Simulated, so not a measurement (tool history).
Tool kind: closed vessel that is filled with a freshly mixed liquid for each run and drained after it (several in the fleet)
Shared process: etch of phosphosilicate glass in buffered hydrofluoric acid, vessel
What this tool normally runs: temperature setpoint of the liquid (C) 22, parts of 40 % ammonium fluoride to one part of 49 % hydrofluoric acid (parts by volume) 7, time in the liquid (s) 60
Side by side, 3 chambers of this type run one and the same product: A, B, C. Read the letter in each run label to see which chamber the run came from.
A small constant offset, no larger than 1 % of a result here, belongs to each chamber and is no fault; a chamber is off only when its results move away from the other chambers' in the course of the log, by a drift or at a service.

run     day  temperature setpoint of the liquid (C)  parts of 40 % ammonium fluoride to one part of 49 % hydrofluoric acid (parts by volume)  time in the liquid (s)  read-back film thickness of the phosphosilicate glass reference wafer, read on the same gauge (nm)  thickness taken off the phosphosilicate glass on a monitor wafer (Å)
 1A   0.221                                      22                                                                                        7                      60                                                                                              80.011                                                                2340.2
 2C   0.579                                      22                                                                                        7                      60                                                                                              80.017                                                                2291.8
 3B   0.883                                      22                                                                                        7                      60                                                                                              79.984                                                                2301.8
 4C   1.133                                      22                                                                                        7                      60                                                                                              79.993                                                                2263.7
 5A     1.4                                      22                                                                                        7                      60                                                                                              80.002                                                                2306.7
 6B   1.625                                      22                                                                                        7                      60                                                                                              79.996                                                                2278.2
 7A   1.917                                      22                                                                                        7                      60                                                                                              79.994                                                                2313.6
 8C   2.229                                      22                                                                                        7                      60                                                                                              80.007                                                                2265.7
 9B   2.717                                      22                                                                                        7                      60                                                                                              80.002                                                                2261.2
10B   3.025                                      22                                                                                        7                      60                                                                                              80.018                                                                  2301
      3.325  -- chamber A: hydrofluoric acid flow meter replaced
11C   3.525                                      17                                                                                        7                      30                                                                                              79.997                                                                849.43
12A   4.012                                      17                                                                                        7                      30                                                                                              80.002                                                                877.59
13B   4.279                                      17                                                                                        7                      30                                                                                              80.006                                                                851.46
14C   4.688                                      22                                                                                        7                      60                                                                                              80.016                                                                2286.7
15A   4.912                                      19                                                                                        7                      60                                                                                              79.995                                                                1929.7
16A   5.358                                      19                                                                                        7                      60                                                                                              79.993                                                                  1927
17B   5.721                                      19                                                                                        7                      60                                                                                              79.999                                                                1866.6
18C   6.167                                      22                                                                                        7                      60                                                                                              80.017                                                                2261.9
19A   6.496                                      22                                                                                        7                      60                                                                                               79.99                                                                  2297
20C   6.808                                      22                                                                                        7                      60                                                                                              79.984                                                                2265.2
21B   7.238                                      22                                                                                        7                      60                                                                                              80.002                                                                2228.4
22A   7.621                                      22                                                                                      8.5                      60                                                                                              80.007                                                                1853.3
23B   7.996                                      22                                                                                      8.5                      60                                                                                              80.007                                                                1783.3
24C   8.288                                      22                                                                                      8.5                      60                                                                                                  80                                                                  1838
      8.333  -- chamber B: hydrofluoric acid flow meter replaced
25B   8.621                                      22                                                                                        7                      60                                                                                               79.99                                                                2203.9
26A   9.062                                      22                                                                                        7                      60                                                                                              79.993                                                                2298.4
27C    9.35                                      22                                                                                        5                      95                                                                                              80.007                                                                  4818
      9.479  -- chamber A: thermometer replaced
28C   9.767                                      22                                                                                        5                      95                                                                                              80.003                                                                4827.1
29B  10.067                                      22                                                                                        5                      95                                                                                              80.001                                                                4599.6
30A  10.317                                      22                                                                                        7                      60                                                                                              79.995                                                                2318.3
31B  10.608                                      22                                                                                        7                      60                                                                                              79.989                                                                2164.1

Next, every chamber runs the same settings. What will each give?
32A  10.967                                      22                                                                                        7                      60                                                                                                                                                                         ?
32B  10.967                                      22                                                                                        7                      60                                                                                                                                                                         ?
32C  10.967                                      22                                                                                        7                      60                                                                                                                                                                         ?

run  thickness taken off the phosphosilicate glass on a monitor wafer (Å)
32A                                                                2292.3
32B                                                                2141.8
32C                                                                2247.6

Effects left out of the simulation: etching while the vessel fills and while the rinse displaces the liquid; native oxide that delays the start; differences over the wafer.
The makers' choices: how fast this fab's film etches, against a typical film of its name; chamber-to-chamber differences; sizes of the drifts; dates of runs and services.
